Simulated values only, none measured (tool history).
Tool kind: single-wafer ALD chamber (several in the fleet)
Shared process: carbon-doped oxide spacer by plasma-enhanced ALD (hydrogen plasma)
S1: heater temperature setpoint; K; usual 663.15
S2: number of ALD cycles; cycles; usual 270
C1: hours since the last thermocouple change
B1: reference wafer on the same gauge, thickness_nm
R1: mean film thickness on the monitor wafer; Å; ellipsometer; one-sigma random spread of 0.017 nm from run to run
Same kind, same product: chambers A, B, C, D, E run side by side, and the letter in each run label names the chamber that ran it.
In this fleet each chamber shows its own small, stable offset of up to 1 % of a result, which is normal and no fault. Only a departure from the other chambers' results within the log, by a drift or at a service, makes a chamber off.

Run 1A, hour 9.2: usual settings; C1 1299.9; B1 14.291. Result: R1 135.71 Å.
Run 2E, hour 14.4: usual settings; C1 2230.4; B1 14.298. Result: R1 134.78 Å.
Run 3B, hour 24.2: usual settings; C1 429.3; B1 14.296. Result: R1 134.27 Å.
Run 4D, hour 31.7: usual settings; C1 1253.4; B1 14.291. Result: R1 135.18 Å.
Run 5C, hour 41.2: usual settings; C1 782.5; B1 14.286. Result: R1 133.56 Å.
Run 6A, hour 47.4: usual settings; C1 1338.1; B1 14.286. Result: R1 135.33 Å.
Run 7D, hour 53.3: usual settings; C1 1275.0; B1 14.292. Result: R1 135.08 Å.
Run 8C, hour 58.5: usual settings; C1 799.8; B1 14.287. Result: R1 133.86 Å.
Run 9E, hour 65.8: usual settings; C1 2281.8; B1 14.283. Result: R1 134.67 Å.
Run 10B, hour 70.9: usual settings; C1 476.0; B1 14.288. Result: R1 134.08 Å.
Run 11B, hour 81.8: usual settings; C1 486.9; B1 14.279. Result: R1 134.48 Å.
Run 12D, hour 90.7: usual settings; C1 1312.4; B1 14.280. Result: R1 135.29 Å.
Run 13C, hour 98.5: usual settings; C1 839.8; B1 14.276. Result: R1 133.76 Å.
Run 14E, hour 107.1: usual settings; C1 2323.1; B1 14.275. Result: R1 134.45 Å.
Run 15A, hour 115.2: usual settings; C1 1405.9; B1 14.272. Result: R1 135.38 Å.
Run 16A, hour 121.2: usual settings; C1 1411.9; B1 14.273. Result: R1 135.52 Å.
Run 17E, hour 126.0: usual settings; C1 2342.0; B1 14.274. Result: R1 134.55 Å.
Run 18D, hour 136.4: usual settings; C1 1358.1; B1 14.265. Result: R1 135.16 Å.
Run 19B, hour 143.4: usual settings; C1 548.5; B1 14.271. Result: R1 133.74 Å.
Run 20C, hour 153.6: usual settings; C1 894.9; B1 14.273. Result: R1 133.44 Å.
Run 21E, hour 162.0: usual settings; C1 2378.0; B1 14.270. Result: R1 134.63 Å.
Run 22B, hour 168.7: usual settings; C1 573.8; B1 14.264. Result: R1 133.48 Å.
Run 23C, hour 175.2: usual settings; C1 916.5; B1 14.263. Result: R1 133.20 Å.
Run 24A, hour 184.6: usual settings; C1 1475.3; B1 14.262. Result: R1 135.10 Å.
Run 25D, hour 190.3: usual settings; C1 1412.0; B1 14.260. Result: R1 135.10 Å.
Run 26C, hour 198.4: usual settings but S1 652.15 K; C1 939.7; B1 14.258. Result: R1 133.57 Å.
Run 27A, hour 208.2: usual settings but S1 652.15 K; C1 1498.9; B1 14.255. Result: R1 135.24 Å.
Run 28B, hour 219.2: usual settings but S1 652.15 K; C1 624.3; B1 14.256. Result: R1 134.00 Å.
Run 29D, hour 228.5: usual settings but S1 652.15 K; C1 1450.2; B1 14.253. Result: R1 134.88 Å.
Run 30E, hour 235.9: usual settings but S1 652.15 K; C1 2451.9; B1 14.248. Result: R1 134.49 Å.
Run 31A, hour 241.7: usual settings; C1 1532.4; B1 14.250. Result: R1 135.24 Å.
Run 32E, hour 247.3: usual settings; C1 2463.3; B1 14.245. Result: R1 134.36 Å.
Run 33C, hour 254.5: usual settings; C1 995.8; B1 14.247. Result: R1 133.24 Å.
Run 34D, hour 260.7: usual settings; C1 1482.4; B1 14.244. Result: R1 134.68 Å.
Run 35B, hour 266.7: usual settings; C1 671.8; B1 14.243. Result: R1 133.90 Å.
Run 36D, hour 277.6: usual settings; C1 1499.3; B1 14.244. Result: R1 134.69 Å.
Run 37B, hour 287.2: usual settings; C1 692.3; B1 14.234. Result: R1 133.47 Å.
At hour 288.7: chamber E: thermocouple changed; heater temperature recalibrated.
Run 38A, hour 294.3: usual settings but S2 296 cycles; C1 1585.0; B1 14.232. Result: R1 147.85 Å.
Run 39C, hour 300.8: usual settings but S2 296 cycles; C1 1042.1; B1 14.238. Result: R1 145.77 Å.
Run 40E, hour 309.3: usual settings but S2 296 cycles; C1 20.6; B1 14.235. Result: R1 147.07 Å.
Run 41B, hour 319.8: usual settings but S2 296 cycles; C1 724.9; B1 14.228. Result: R1 146.46 Å.
Run 42D, hour 326.0: usual settings but S2 296 cycles; C1 1547.7; B1 14.235. Result: R1 147.55 Å.
Run 43C, hour 332.4: usual settings; C1 1073.7; B1 14.228. Result: R1 132.80 Å.
Run 44E, hour 343.3: usual settings; C1 54.6; B1 14.226. Result: R1 134.31 Å.

Has any chamber moved away from the others, gradually or after a service, or does the common gauge drift, or do the chambers differ only by their own small steady offsets? State the chamber and the most likely cause if one applies.

Every chamber seems to shift together because the gauge that measures them all drifts; the chambers themselves are fine.
What lies behind it: gauge reads low (%) = 0.53.
